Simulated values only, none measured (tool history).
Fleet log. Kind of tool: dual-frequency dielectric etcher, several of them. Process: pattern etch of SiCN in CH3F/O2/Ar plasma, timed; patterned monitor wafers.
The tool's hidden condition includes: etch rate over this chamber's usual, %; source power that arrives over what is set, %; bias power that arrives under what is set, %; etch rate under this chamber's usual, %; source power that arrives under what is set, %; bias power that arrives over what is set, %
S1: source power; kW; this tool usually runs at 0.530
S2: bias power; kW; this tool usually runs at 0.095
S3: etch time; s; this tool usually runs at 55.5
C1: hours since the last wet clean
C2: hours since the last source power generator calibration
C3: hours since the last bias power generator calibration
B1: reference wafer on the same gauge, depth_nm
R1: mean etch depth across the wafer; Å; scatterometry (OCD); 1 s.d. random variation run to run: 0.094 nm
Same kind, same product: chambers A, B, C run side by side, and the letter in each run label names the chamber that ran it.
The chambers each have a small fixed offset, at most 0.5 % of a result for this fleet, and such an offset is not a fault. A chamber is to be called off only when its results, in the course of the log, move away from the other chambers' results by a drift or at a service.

run,hour,S1,S2,S3,C1,C2,C3,B1,R1
1B,6.5,0.530,0.095,55.5,75.7,1568.2,133.5,21.915,254.61
2A,12.0,0.530,0.095,55.5,398.0,3734.4,39.2,21.904,255.45
3C,18.1,0.530,0.095,55.5,292.7,3758.9,431.1,21.903,255.59
4B,21.5,0.530,0.095,55.5,90.7,1583.2,148.5,21.907,254.06
5A,27.2,0.530,0.095,55.5,413.2,3749.6,54.4,21.889,255.05
6C,33.1,0.530,0.095,55.5,307.7,3773.9,446.1,21.903,257.02
# hour 33.2: chamber A: wet clean of the chamber
7A,38.0,0.530,0.095,55.5,4.9,3760.4,65.2,21.912,255.39
8B,43.8,0.530,0.095,55.5,113.0,1605.5,170.8,21.902,255.55
9C,47.2,0.610,0.095,55.5,321.8,3788.0,460.2,21.876,269.79
10C,52.1,0.610,0.095,55.5,326.7,3792.9,465.1,21.899,269.60
11A,59.1,0.610,0.095,55.5,26.0,3781.5,86.3,21.897,270.95
12B,63.8,0.530,0.095,55.5,133.0,1625.5,190.8,21.888,255.45
13A,69.7,0.530,0.095,55.5,36.6,3792.1,96.9,21.898,254.75
14C,74.2,0.530,0.095,55.5,348.8,3815.0,487.2,21.883,257.21
15B,80.2,0.530,0.095,55.5,149.4,1641.9,207.2,21.880,256.03
16C,86.7,0.530,0.095,55.5,361.3,3827.5,499.7,21.884,256.86
# hour 92.8: chamber C: wet clean of the chamber
17A,93.8,0.530,0.095,55.5,60.7,3816.2,121.0,21.891,257.55
18B,100.9,0.530,0.095,55.5,170.1,1662.6,227.9,21.923,253.59
19B,106.9,0.530,0.095,55.5,176.1,1668.6,233.9,21.913,255.23
20A,111.1,0.530,0.095,55.5,78.0,3833.5,138.3,21.888,254.77
# hour 118.3: chamber C: source power generator calibrated
21C,118.3,0.530,0.095,55.5,25.5,0.1,531.3,21.903,245.29
22C,122.2,0.530,0.095,55.5,29.4,4.0,535.2,21.902,244.41
23A,127.2,0.530,0.095,55.5,94.1,3849.6,154.4,21.873,255.67
24B,132.8,0.530,0.095,55.5,202.0,1694.5,259.8,21.905,252.80
25A,137.3,0.530,0.095,55.5,104.2,3859.7,164.5,21.904,255.28
26B,142.9,0.530,0.095,55.5,212.1,1704.6,269.9,21.882,254.01
27C,147.5,0.530,0.095,55.5,54.7,29.3,560.5,21.893,245.12
28C,152.1,0.530,0.095,55.5,59.3,33.9,565.1,21.876,245.67
29A,157.0,0.530,0.095,55.5,123.9,3879.4,184.2,21.911,257.55
30B,163.6,0.530,0.095,55.5,232.8,1725.3,290.6,21.904,254.66
31A,170.3,0.530,0.073,55.5,137.2,3892.7,197.5,21.896,231.72
32B,173.6,0.530,0.073,55.5,242.8,1735.3,300.6,21.907,231.00
33C,179.8,0.530,0.073,55.5,87.0,61.6,592.8,21.892,224.45
34A,185.1,0.530,0.095,55.5,152.0,3907.5,212.3,21.896,256.12
35C,192.1,0.530,0.095,55.5,99.3,73.9,605.1,21.896,244.45
36B,197.5,0.530,0.095,55.5,266.7,1759.2,324.5,21.896,255.23
37A,203.2,0.530,0.095,55.5,170.1,3925.6,230.4,21.891,256.65
38C,207.9,0.530,0.095,55.5,115.1,89.7,620.9,21.898,244.78
39B,215.1,0.530,0.095,55.5,284.3,1776.8,342.1,21.895,253.69
40C,220.7,0.530,0.095,68.5,127.9,102.5,633.7,21.898,301.87
41B,226.5,0.530,0.095,68.5,295.7,1788.2,353.5,21.899,316.43

Predict what each chamber gives when all 3 of them run the settings below next.
42A,231.7,0.530,0.095,55.5,,,,,?
42B,231.7,0.530,0.095,55.5,,,,,?
42C,231.7,0.530,0.095,55.5,,,,,?

run,R1
42A,254.33
42B,255.03
42C,246.28

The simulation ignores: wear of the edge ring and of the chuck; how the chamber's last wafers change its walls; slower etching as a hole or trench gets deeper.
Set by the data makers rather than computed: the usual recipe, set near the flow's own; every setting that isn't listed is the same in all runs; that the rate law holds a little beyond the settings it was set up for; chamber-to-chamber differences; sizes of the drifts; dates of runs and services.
